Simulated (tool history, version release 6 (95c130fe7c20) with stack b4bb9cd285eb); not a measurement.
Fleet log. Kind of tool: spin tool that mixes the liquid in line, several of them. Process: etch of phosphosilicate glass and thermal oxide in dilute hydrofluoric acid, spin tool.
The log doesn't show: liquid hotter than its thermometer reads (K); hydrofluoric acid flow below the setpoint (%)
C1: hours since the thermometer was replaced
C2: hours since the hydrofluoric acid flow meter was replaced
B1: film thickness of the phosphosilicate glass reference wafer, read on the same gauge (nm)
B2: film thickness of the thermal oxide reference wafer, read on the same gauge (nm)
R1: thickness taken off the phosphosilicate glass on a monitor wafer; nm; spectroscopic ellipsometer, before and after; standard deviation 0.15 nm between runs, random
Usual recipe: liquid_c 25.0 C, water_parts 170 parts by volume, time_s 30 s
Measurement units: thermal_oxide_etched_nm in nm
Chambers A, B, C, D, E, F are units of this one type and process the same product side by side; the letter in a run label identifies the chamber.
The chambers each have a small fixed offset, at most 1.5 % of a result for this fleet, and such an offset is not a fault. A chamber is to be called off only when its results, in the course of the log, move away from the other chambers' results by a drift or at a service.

Run 1A, day 0.292: usual settings; C1 465.4; C2 1173.1; B1 140.00; B2 60.022. Result: R1 16.826 nm, thermal_oxide_etched_nm 0.77515 nm.
Run 2E, day 0.654: usual settings; C1 290.4; C2 232.1; B1 140.02; B2 59.989. Result: R1 16.876 nm, thermal_oxide_etched_nm 0.77859 nm.
Run 3D, day 0.883: usual settings; C1 111.4; C2 78.3; B1 140.00; B2 60.003. Result: R1 16.958 nm, thermal_oxide_etched_nm 0.71637 nm.
Run 4C, day 1.250: usual settings; C1 564.8; C2 496.6; B1 140.00; B2 60.000. Result: R1 16.953 nm, thermal_oxide_etched_nm 0.79483 nm.
Run 5B, day 1.567: usual settings; C1 2263.4; C2 2051.1; B1 139.99; B2 60.007. Result: R1 16.529 nm, thermal_oxide_etched_nm 0.75487 nm.
Run 6F, day 1.783: usual settings; C1 374.3; C2 311.6; B1 140.00; B2 59.996. Result: R1 16.542 nm, thermal_oxide_etched_nm 0.79058 nm.
Run 7C, day 2.008: usual settings; C1 583.0; C2 514.8; B1 140.00; B2 60.007. Result: R1 17.117 nm, thermal_oxide_etched_nm 0.74852 nm.
Run 8D, day 2.333: usual settings; C1 146.2; C2 113.1; B1 140.02; B2 60.000. Result: R1 16.658 nm, thermal_oxide_etched_nm 0.77749 nm.
Run 9F, day 2.525: usual settings; C1 392.1; C2 329.4; B1 140.00; B2 59.998. Result: R1 16.720 nm, thermal_oxide_etched_nm 0.75085 nm.
Run 10B, day 2.950: usual settings; C1 2296.6; C2 2084.3; B1 140.00; B2 60.009. Result: R1 16.933 nm, thermal_oxide_etched_nm 0.76824 nm.
Run 11A, day 3.200: usual settings; C1 535.2; C2 1242.9; B1 139.99; B2 59.999. Result: R1 16.949 nm, thermal_oxide_etched_nm 0.78809 nm.
Run 12E, day 3.404: usual settings; C1 356.4; C2 298.1; B1 140.02; B2 59.998. Result: R1 17.009 nm, thermal_oxide_etched_nm 0.83893 nm.
Run 13D, day 3.646: usual settings; C1 177.7; C2 144.6; B1 140.02; B2 59.977. Result: R1 17.059 nm, thermal_oxide_etched_nm 0.75575 nm.
Run 14C, day 4.021: usual settings but water_parts 95 parts by volume, time_s 20 s; C1 631.3; C2 563.1; B1 139.97; B2 59.999. Result: R1 22.167 nm, thermal_oxide_etched_nm 0.98968 nm.
Run 15F, day 4.296: usual settings but water_parts 95 parts by volume, time_s 20 s; C1 434.6; C2 371.9; B1 139.99; B2 59.990. Result: R1 21.955 nm, thermal_oxide_etched_nm 1.01620 nm.
Run 16A, day 4.646: usual settings but water_parts 95 parts by volume, time_s 20 s; C1 569.9; C2 1277.6; B1 139.98; B2 60.017. Result: R1 22.391 nm, thermal_oxide_etched_nm 0.99800 nm.
At day 4.867: chamber B: thermometer replaced.
Run 17B, day 4.942: usual settings but water_parts 95 parts by volume, time_s 20 s; C1 1.9; C2 2132.1; B1 139.98; B2 60.002. Result: R1 21.443 nm, thermal_oxide_etched_nm 0.96409 nm.
Run 18E, day 5.288: usual settings but water_parts 95 parts by volume, time_s 20 s; C1 401.6; C2 343.3; B1 140.01; B2 60.005. Result: R1 22.474 nm, thermal_oxide_etched_nm 0.98219 nm.
Run 19D, day 5.662: usual settings but water_parts 95 parts by volume, time_s 20 s; C1 226.1; C2 193.0; B1 140.02; B2 59.986. Result: R1 21.950 nm, thermal_oxide_etched_nm 0.97232 nm.
Run 20C, day 6.050: usual settings; C1 680.0; C2 611.8; B1 140.03; B2 59.999. Result: R1 17.013 nm, thermal_oxide_etched_nm 0.76251 nm.
Run 21E, day 6.438: usual settings; C1 429.2; C2 370.9; B1 140.02; B2 60.000. Result: R1 16.953 nm, thermal_oxide_etched_nm 0.79541 nm.
Run 22B, day 6.662: usual settings; C1 43.2; C2 2173.4; B1 140.00; B2 59.990. Result: R1 16.743 nm, thermal_oxide_etched_nm 0.79835 nm.
Run 23F, day 6.938: usual settings; C1 498.0; C2 435.3; B1 140.00; B2 60.006. Result: R1 16.903 nm, thermal_oxide_etched_nm 0.78949 nm.
Run 24A, day 7.129: usual settings; C1 629.5; C2 1337.2; B1 140.01; B2 59.987. Result: R1 17.107 nm, thermal_oxide_etched_nm 0.78518 nm.
Run 25F, day 7.362: usual settings; C1 508.2; C2 445.5; B1 139.96; B2 60.002. Result: R1 16.466 nm, thermal_oxide_etched_nm 0.78479 nm.
Run 26C, day 7.621: usual settings; C1 717.7; C2 649.5; B1 139.98; B2 60.001. Result: R1 16.924 nm, thermal_oxide_etched_nm 0.76791 nm.
Run 27D, day 7.825: usual settings; C1 278.0; C2 244.9; B1 140.01; B2 60.002. Result: R1 17.111 nm, thermal_oxide_etched_nm 0.78127 nm.
Run 28E, day 8.088: usual settings; C1 468.8; C2 410.5; B1 139.99; B2 59.979. Result: R1 17.183 nm, thermal_oxide_etched_nm 0.77522 nm.
Run 29B, day 8.333: usual settings; C1 83.3; C2 2213.5; B1 140.01; B2 59.996. Result: R1 16.535 nm, thermal_oxide_etched_nm 0.77015 nm.
Run 30A, day 8.546: usual settings; C1 663.5; C2 1371.2; B1 140.00; B2 59.993. Result: R1 16.568 nm, thermal_oxide_etched_nm 0.81458 nm.
Run 31F, day 8.879: usual settings; C1 544.6; C2 481.9; B1 139.98; B2 59.989. Result: R1 16.441 nm, thermal_oxide_etched_nm 0.72731 nm.
Run 32C, day 9.217: usual settings; C1 756.0; C2 687.8; B1 139.99; B2 60.004. Result: R1 17.170 nm, thermal_oxide_etched_nm 0.78424 nm.
Run 33B, day 9.417: usual settings but liquid_c 29.5 C; C1 109.3; C2 2239.5; B1 140.02; B2 59.997. Result: R1 19.561 nm, thermal_oxide_etched_nm 0.90485 nm.
Run 34E, day 9.721: usual settings but liquid_c 29.5 C; C1 508.0; C2 449.7; B1 140.04; B2 59.995. Result: R1 20.289 nm, thermal_oxide_etched_nm 0.87464 nm.
Run 35D, day 9.971: usual settings but liquid_c 29.5 C; C1 329.5; C2 296.4; B1 140.00; B2 59.998. Result: R1 20.137 nm, thermal_oxide_etched_nm 0.94750 nm.
Run 36A, day 10.221: usual settings but liquid_c 29.5 C; C1 703.7; C2 1411.4; B1 139.99; B2 60.018. Result: R1 19.839 nm, thermal_oxide_etched_nm 0.94031 nm.

The same settings go to every chamber for the next run, one line per chamber below. Forecast the results for each:
Run 37A, day 10.525: usual settings. Result: R1 ?, thermal_oxide_etched_nm ?.
Run 37B, day 10.525: usual settings. Result: R1 ?, thermal_oxide_etched_nm ?.
Run 37C, day 10.525: usual settings. Result: R1 ?, thermal_oxide_etched_nm ?.
Run 37D, day 10.525: usual settings. Result: R1 ?, thermal_oxide_etched_nm ?.
Run 37E, day 10.525: usual settings. Result: R1 ?, thermal_oxide_etched_nm ?.
Run 37F, day 10.525: usual settings. Result: R1 ?, thermal_oxide_etched_nm ?.

run      R1  thermal_oxide_etched_nm
37A  16.640                  0.74427
37B  16.902                  0.78493
37C  17.013                  0.74363
37D  17.134                  0.78365
37E  17.026                  0.76593
37F  16.508                  0.71306
